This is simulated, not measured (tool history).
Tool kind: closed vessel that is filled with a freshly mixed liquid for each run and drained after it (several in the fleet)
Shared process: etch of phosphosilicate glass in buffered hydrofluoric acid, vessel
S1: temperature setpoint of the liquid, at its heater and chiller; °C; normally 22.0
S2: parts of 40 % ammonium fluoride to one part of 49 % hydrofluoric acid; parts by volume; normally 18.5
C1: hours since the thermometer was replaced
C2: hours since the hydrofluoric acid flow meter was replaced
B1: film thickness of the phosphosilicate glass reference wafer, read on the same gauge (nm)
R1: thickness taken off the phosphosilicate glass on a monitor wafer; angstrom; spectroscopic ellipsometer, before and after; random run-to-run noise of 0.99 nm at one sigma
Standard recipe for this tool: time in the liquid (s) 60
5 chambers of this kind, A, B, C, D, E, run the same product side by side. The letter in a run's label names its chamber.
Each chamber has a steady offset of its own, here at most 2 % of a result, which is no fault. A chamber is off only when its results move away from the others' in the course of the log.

Run 1C, hour 10.3: usual settings; C1 990.9; C2 533.8; B1 110.00. Result: R1 2348.10 angstrom.
Run 2E, hour 16.9: usual settings; C1 2207.5; C2 223.8; B1 110.01. Result: R1 2327.90 angstrom.
Run 3A, hour 25.6: usual settings; C1 686.7; C2 1142.3; B1 110.03. Result: R1 2371.20 angstrom.
Run 4B, hour 32.3: usual settings; C1 803.7; C2 115.6; B1 110.02. Result: R1 2330.50 angstrom.
Run 5D, hour 37.7: usual settings; C1 894.3; C2 1481.0; B1 110.01. Result: R1 2345.50 angstrom.
Run 6A, hour 42.3: usual settings; C1 703.4; C2 1159.0; B1 110.01. Result: R1 2399.90 angstrom.
Run 7B, hour 47.4: usual settings; C1 818.8; C2 130.7; B1 109.96. Result: R1 2330.30 angstrom.
Run 8E, hour 55.7: usual settings; C1 2246.3; C2 262.6; B1 110.01. Result: R1 2334.60 angstrom.
Run 9D, hour 66.0: usual settings but S2 24.0 parts by volume, time in the liquid (s) 30; C1 922.6; C2 1509.3; B1 110.01. Result: R1 955.66 angstrom.
Run 10C, hour 75.3: usual settings but S2 24.0 parts by volume, time in the liquid (s) 30; C1 1055.9; C2 598.8; B1 110.01. Result: R1 960.06 angstrom.
Run 11A, hour 82.2: usual settings but S2 24.0 parts by volume, time in the liquid (s) 30; C1 743.3; C2 1198.9; B1 109.98. Result: R1 978.02 angstrom.
Run 12B, hour 91.2: usual settings but S2 24.0 parts by volume, time in the liquid (s) 30; C1 862.6; C2 174.5; B1 109.97. Result: R1 954.79 angstrom.
Run 13E, hour 97.3: usual settings but S2 24.0 parts by volume, time in the liquid (s) 30; C1 2287.9; C2 304.2; B1 110.01. Result: R1 945.37 angstrom.
Run 14D, hour 106.1: usual settings but S1 17.5 °C; C1 962.7; C2 1549.4; B1 109.99. Result: R1 1824.80 angstrom.
Run 15C, hour 113.4: usual settings but S1 17.5 °C; C1 1094.0; C2 636.9; B1 110.01. Result: R1 1845.80 angstrom.
Run 16A, hour 120.0: usual settings but S1 17.5 °C; C1 781.1; C2 1236.7; B1 109.98. Result: R1 1855.20 angstrom.
Run 17E, hour 130.4: usual settings but S1 17.5 °C; C1 2321.0; C2 337.3; B1 110.00. Result: R1 1800.80 angstrom.
Run 18C, hour 135.3: usual settings but S1 17.5 °C; C1 1115.9; C2 658.8; B1 110.01. Result: R1 1839.50 angstrom.
Run 19B, hour 141.8: usual settings; C1 913.2; C2 225.1; B1 109.99. Result: R1 2335.00 angstrom.
Run 20D, hour 150.9: usual settings but S1 25.0 °C, S2 12.5 parts by volume; C1 1007.5; C2 1594.2; B1 110.01. Result: R1 4068.20 angstrom.
Run 21E, hour 158.6: usual settings but S1 25.0 °C, S2 12.5 parts by volume; C1 2349.2; C2 365.5; B1 110.00. Result: R1 4014.40 angstrom.
Run 22B, hour 166.8: usual settings but S1 25.0 °C, S2 12.5 parts by volume; C1 938.2; C2 250.1; B1 110.00. Result: R1 4064.40 angstrom.
Run 23C, hour 172.1: usual settings but S1 25.0 °C, S2 12.5 parts by volume; C1 1152.7; C2 695.6; B1 110.03. Result: R1 4089.60 angstrom.
Run 24D, hour 178.0: usual settings but S1 25.0 °C, S2 12.5 parts by volume; C1 1034.6; C2 1621.3; B1 109.99. Result: R1 4061.90 angstrom.
Run 25A, hour 185.6: usual settings; C1 846.7; C2 1302.3; B1 109.97. Result: R1 2386.40 angstrom.
Run 26D, hour 191.8: usual settings; C1 1048.4; C2 1635.1; B1 109.99. Result: R1 2354.10 angstrom.
Run 27A, hour 198.4: usual settings but S1 20.0 °C, time in the liquid (s) 90; C1 859.5; C2 1315.1; B1 110.01. Result: R1 3199.50 angstrom.
Run 28E, hour 205.9: usual settings but S1 20.0 °C, time in the liquid (s) 90; C1 2396.5; C2 412.8; B1 109.99. Result: R1 3099.60 angstrom.
Run 29C, hour 210.9: usual settings but S1 20.0 °C, time in the liquid (s) 90; C1 1191.5; C2 734.4; B1 109.98. Result: R1 3161.50 angstrom.
Run 30B, hour 217.8: usual settings but S1 20.0 °C, time in the liquid (s) 90; C1 989.2; C2 301.1; B1 110.00. Result: R1 3117.70 angstrom.
At hour 218.2: chamber D: thermometer replaced.
Run 31C, hour 227.5: usual settings but S1 20.0 °C, time in the liquid (s) 90; C1 1208.1; C2 751.0; B1 109.99. Result: R1 3163.40 angstrom.
Run 32A, hour 237.3: usual settings; C1 898.4; C2 1354.0; B1 110.00. Result: R1 2392.30 angstrom.
Run 33B, hour 241.9: usual settings; C1 1013.3; C2 325.2; B1 110.01. Result: R1 2315.10 angstrom.
Run 34E, hour 248.4: usual settings; C1 2439.0; C2 455.3; B1 110.02. Result: R1 2322.30 angstrom.
Run 35D, hour 254.4: usual settings; C1 36.3; C2 1697.7; B1 109.99. Result: R1 2334.30 angstrom.
Run 36E, hour 260.3: usual settings; C1 2450.9; C2 467.2; B1 110.02. Result: R1 2326.80 angstrom.
Run 37A, hour 268.0: usual settings; C1 929.1; C2 1384.7; B1 109.97. Result: R1 2382.80 angstrom.
Run 38C, hour 277.4: usual settings; C1 1258.0; C2 800.9; B1 110.02. Result: R1 2361.70 angstrom.
Run 39D, hour 286.2: usual settings but S2 11.5 parts by volume, time in the liquid (s) 85; C1 68.1; C2 1729.5; B1 110.00. Result: R1 5258.30 angstrom.

Is one chamber out of step, is the gauge drifting, or do the chambers differ by no more than their own small offsets? For an off chamber, give its letter and the likeliest cause.

Nothing is wrong: each chamber keeps only its own small, steady offset and the gauge holds still.
